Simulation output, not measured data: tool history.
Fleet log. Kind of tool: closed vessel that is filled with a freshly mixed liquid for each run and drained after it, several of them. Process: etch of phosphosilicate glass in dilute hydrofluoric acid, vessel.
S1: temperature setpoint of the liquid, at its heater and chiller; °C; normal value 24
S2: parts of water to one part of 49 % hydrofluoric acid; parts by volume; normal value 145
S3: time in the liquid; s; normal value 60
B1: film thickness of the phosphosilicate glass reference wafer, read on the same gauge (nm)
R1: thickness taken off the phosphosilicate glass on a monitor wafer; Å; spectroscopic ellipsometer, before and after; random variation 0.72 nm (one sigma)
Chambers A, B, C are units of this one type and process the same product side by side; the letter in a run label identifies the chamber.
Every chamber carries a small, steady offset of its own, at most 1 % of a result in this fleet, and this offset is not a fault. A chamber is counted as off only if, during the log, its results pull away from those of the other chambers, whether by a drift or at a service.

run,hour,S1,S2,S3,B1,R1
1B,4.7,24,145,60,69.980,792.56
2C,15.1,24,145,60,70.007,779.75
3A,20.5,24,145,60,69.964,762.85
4B,26.8,24,145,60,70.008,788.20
5A,32.4,24,145,60,69.992,784.17
6C,37.7,24,145,60,70.027,772.74
7B,44.0,24,145,60,70.011,789.15
8A,50.8,24,145,60,70.008,777.14
9C,58.1,24,145,60,70.020,774.21
10B,65.1,24,145,60,69.990,772.70
11A,70.0,24,145,60,70.007,773.68
12C,80.5,24,145,60,70.021,778.92
13B,89.3,24,145,60,70.008,784.77
14C,96.2,24,145,60,70.004,779.38
15A,106.4,24,145,60,69.993,773.15
16A,115.9,24,145,60,70.004,788.59
17C,121.1,24,145,60,70.024,810.35
18B,127.9,24,145,60,70.002,787.57
19B,134.9,24,145,60,70.003,804.73
20C,141.4,24,165,60,69.990,717.97
21A,150.5,24,165,60,70.010,666.31
22A,158.4,24,165,60,70.006,666.15
23B,164.8,24,145,60,69.999,796.85
24C,174.5,24,145,60,69.986,845.94
25B,182.9,24,145,60,70.003,793.33

Predict what each chamber gives when all 3 of them run the settings below next.
26A,190.5,24,145,60,,?
26B,190.5,24,145,60,,?
26C,190.5,24,145,60,,?

run,R1
26A,775.12
26B,801.07
26C,862.94
